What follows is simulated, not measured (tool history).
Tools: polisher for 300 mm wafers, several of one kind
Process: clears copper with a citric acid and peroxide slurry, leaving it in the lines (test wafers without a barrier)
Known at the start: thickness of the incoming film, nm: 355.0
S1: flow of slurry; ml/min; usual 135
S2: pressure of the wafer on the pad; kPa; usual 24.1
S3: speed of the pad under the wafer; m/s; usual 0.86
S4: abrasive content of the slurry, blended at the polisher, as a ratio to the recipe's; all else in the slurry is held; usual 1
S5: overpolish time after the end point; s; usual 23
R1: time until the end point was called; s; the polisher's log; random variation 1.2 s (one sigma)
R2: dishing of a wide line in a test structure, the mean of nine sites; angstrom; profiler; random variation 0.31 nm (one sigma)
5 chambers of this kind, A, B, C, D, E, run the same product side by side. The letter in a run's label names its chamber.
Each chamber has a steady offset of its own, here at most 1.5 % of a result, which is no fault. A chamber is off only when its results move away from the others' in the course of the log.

run	hour	S1	S2	S3	S4	S5	R1	R2
1C	13.6	135	24.1	0.86	1	23	152.03	317.51
2A	28.2	135	24.1	0.86	1	23	150.97	310.78
3E	37.5	135	24.1	0.86	1	23	149.11	316.88
4B	47.7	135	24.1	0.86	1	23	148.60	312.61
# hour 50.3: chamber A: slurry blender recalibrated
5D	60.4	135	24.1	0.86	1	23	151.12	316.29
# hour 62.2: chamber B: slurry nozzle cleaned
# hour 66.3: chamber A: worn pad replaced by a new one
6E	67.1	135	24.1	0.86	1	23	152.41	314.14
# hour 68.2: chamber D: slurry nozzle cleaned
7C	78.0	135	24.1	0.86	1	23	153.76	310.25
# hour 81.6: chamber B: head pressure recalibrated
8B	85.1	135	24.1	0.86	1	23	151.41	312.58
# hour 86.2: chamber B: worn pad replaced by a new one
# hour 93.9: chamber D: worn pad replaced by a new one
9D	96.8	100	17.2	0.86	1	23	223.41	227.24
# hour 107.0: chamber C: slurry blender recalibrated
# hour 108.7: chamber E: slurry blender recalibrated
10A	110.3	100	17.2	0.86	1	23	227.33	229.57
11C	117.3	100	17.2	0.86	1	23	228.29	228.69
# hour 119.0: chamber E: worn pad replaced by a new one
# hour 121.4: chamber C: worn pad replaced by a new one
12D	124.3	100	17.2	0.86	1	23	224.61	232.63
13E	133.2	100	17.2	0.86	1	23	224.96	230.77
14A	145.6	135	24.1	0.86	1	23	150.77	306.39
15B	156.0	135	24.1	0.86	1	23	150.30	315.33
16D	168.9	135	24.1	0.86	1	23	151.43	315.85
17C	179.5	135	24.1	0.86	1	23	149.60	311.05
# hour 189.9: chamber B: slurry blender recalibrated
# hour 191.3: chamber E: head pressure recalibrated
18E	193.5	135	24.1	0.86	1	23	152.04	316.80
19A	200.7	135	29.0	0.86	1	37	125.64	461.07
20B	211.2	135	29.0	0.86	1	37	127.35	472.86
# hour 215.9: chamber D: worn pad replaced by a new one
21C	223.0	135	29.0	0.86	1	37	124.97	466.06
# hour 229.2: chamber C: slurry blender recalibrated
# hour 230.7: chamber A: slurry blender recalibrated
22E	233.1	135	29.0	0.86	1	37	127.70	471.51
# hour 237.1: chamber D: slurry blender recalibrated
23D	242.5	135	29.0	0.86	1	37	124.64	467.89
# hour 242.6: chamber E: worn pad replaced by a new one
# hour 243.0: chamber B: worn pad replaced by a new one
24B	256.6	135	24.1	0.86	1	23	151.15	310.34
# hour 258.9: chamber C: worn pad replaced by a new one
25A	270.3	135	24.1	0.86	1	23	152.65	307.91
# hour 280.0: chamber A: worn pad replaced by a new one
26E	280.0	95	24.1	1.00	1	23	141.63	327.36
27D	292.5	95	24.1	1.00	1	23	139.55	329.09
# hour 302.8: chamber B: slurry nozzle cleaned
28C	303.3	95	24.1	1.00	1	23	141.21	325.46
29B	312.7	95	24.1	1.00	1	23	141.02	329.91
# hour 317.3: chamber A: slurry nozzle cleaned
30A	324.0	95	24.1	1.00	1	23	141.81	328.00
31C	333.0	135	24.1	0.86	1	23	151.89	308.58
32B	344.3	135	24.1	0.86	1	23	148.81	310.91
33A	356.8	135	24.1	0.86	1	23	152.34	308.40

All 5 chambers run these settings next. Forecast each chamber's results:
34A	367.7	135	24.1	0.86	1	23	?	?
34B	367.7	135	24.1	0.86	1	23	?	?
34C	367.7	135	24.1	0.86	1	23	?	?
34D	367.7	135	24.1	0.86	1	23	?	?
34E	367.7	135	24.1	0.86	1	23	?	?

run	R1	R2
34A	152.57	313.96
34B	151.36	316.25
34C	151.27	307.27
34D	150.61	309.02
34E	150.51	306.71
